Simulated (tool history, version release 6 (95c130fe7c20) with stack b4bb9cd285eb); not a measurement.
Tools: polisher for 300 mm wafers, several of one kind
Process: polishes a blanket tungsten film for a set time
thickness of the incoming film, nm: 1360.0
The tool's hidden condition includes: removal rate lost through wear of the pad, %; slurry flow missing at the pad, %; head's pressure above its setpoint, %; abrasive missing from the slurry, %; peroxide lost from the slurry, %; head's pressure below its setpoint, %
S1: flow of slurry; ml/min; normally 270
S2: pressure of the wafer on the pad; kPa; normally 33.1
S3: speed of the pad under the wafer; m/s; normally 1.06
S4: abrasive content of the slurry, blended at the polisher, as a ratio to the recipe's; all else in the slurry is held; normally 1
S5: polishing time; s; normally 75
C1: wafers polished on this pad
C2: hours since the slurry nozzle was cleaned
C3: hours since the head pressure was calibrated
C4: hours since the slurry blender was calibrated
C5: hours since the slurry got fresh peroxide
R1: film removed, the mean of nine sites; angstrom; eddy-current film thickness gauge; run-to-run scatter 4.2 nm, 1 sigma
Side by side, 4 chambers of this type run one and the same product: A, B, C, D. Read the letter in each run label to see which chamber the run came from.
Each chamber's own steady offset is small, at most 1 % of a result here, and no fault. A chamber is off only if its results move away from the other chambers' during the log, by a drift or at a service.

run,hour,S1,S2,S3,S4,S5,C1,C2,C3,C4,C5,R1
1C,2.2,270,33.1,1.06,1,75,32,72,453.7,186.7,58.4,4069.4
2B,5.5,270,33.1,1.06,1,75,849,59.7,87.6,59.9,5.7,4010.6
3A,8.5,270,33.1,1.06,1,75,103,62.4,328.4,183.4,51.8,3998.2
4D,12.4,270,33.1,1.06,1,75,1131,428.8,151.5,13.2,23.6,3943.9
5D,15.8,270,33.1,1.06,1,75,1153,432.2,154.9,16.6,27,4005.9
6C,18.7,270,33.1,1.06,1,75,139,88.5,470.2,203.2,74.9,4103.4
7A,22.4,270,33.1,1.06,1,75,193,76.3,342.3,197.3,65.7,3935.4
# hour 23.6: chamber A: slurry tank refilled with fresh slurry and peroxide
8B,24.4,270,33.1,1.06,1,75,972,78.6,106.5,78.8,24.6,4038
# hour 26.7: chamber A: slurry blender recalibrated
9D,27.7,270,33.1,1.06,1,75,1230,444.1,166.8,28.5,38.9,3935.5
10B,31.1,270,33.1,1.06,1,75,1015,85.3,113.2,85.5,31.3,4027.1
11A,33.9,270,33.1,1.06,1,75,268,87.8,353.8,7.2,10.3,4076
12C,36.5,270,33.1,1.06,1.2,75,254,106.3,488,221,92.7,4223.7
13D,40.4,270,33.1,1.06,1.2,75,1312,456.8,179.5,41.2,51.6,4192.4
14A,42.5,270,33.1,1.06,1.2,75,323,96.4,362.4,15.8,18.9,4208.8
# hour 43: chamber D: slurry tank refilled with fresh slurry and peroxide
# hour 46.4: chamber B: slurry blender recalibrated
15B,46.7,270,33.1,1.06,1.2,75,1116,100.9,128.8,0.3,46.9,4209.1
# hour 49.3: chamber C: head pressure recalibrated
# hour 50: chamber D: worn pad replaced by a new one
16C,50.1,270,33.1,1.06,1.15,75,342,119.9,0.9,234.6,106.3,3742.9
17C,53.5,270,33.1,1.06,1.15,75,364,123.3,4.3,238,109.7,3742.8
18A,55.8,270,33.1,1.06,1.15,75,409,109.7,375.7,29.1,32.2,4132.9
19B,60.2,270,33.1,1.06,1.15,75,1203,114.4,142.3,13.8,60.4,4119.6
20D,62.8,270,33.1,1.06,1,75,83,479.2,201.9,63.6,19.9,3999.5
21B,64.9,270,33.1,1.06,1,75,1234,119.1,147,18.5,65.1,4000.5
22C,68.4,270,33.1,1.06,1,75,461,138.2,19.2,252.9,124.6,3606.4
23A,72.1,270,33.1,1.06,1,75,515,126,392,45.4,48.5,4007.4
24D,74.8,270,41.4,1.18,1,75,160,491.2,213.9,75.6,31.9,5641.1
25C,78.1,270,41.4,1.18,1,75,524,147.9,28.9,262.6,134.3,5052.7

What goes on in this fleet: one chamber off, a drifting gauge, or nothing beyond the chambers' own small offsets? Name the chamber and the cause, if any.

A service left chamber C off against the others.
What lies behind it: head's pressure below its setpoint, % = 9.75.

Chamber C could run next with any of the 4 candidate recipes listed below; each alters the usual settings, and their results appear as question marks. Which one brings its results back in line with what the other chambers deliver on the usual settings?
Counts as in line when no further than this from what the other chambers average on the usual settings: R1 150 angstrom
26C-1,81.2,270,33.8,1.1,1,77,,,,,,?
26C-2,81.2,270,35.9,1.14,1,75,,,,,,?
26C-3,81.2,270,33.1,1,1,72,,,,,,?
26C-4,81.2,270,31,1,1,71,,,,,,?

What the other chambers average on the usual settings: R1 3995.6 angstrom
run,R1
26C-1,3956.2
26C-2,4239.1
26C-3,3295.7
26C-4,3045.2
With 26C-1, the chamber falls back in line with the rest.
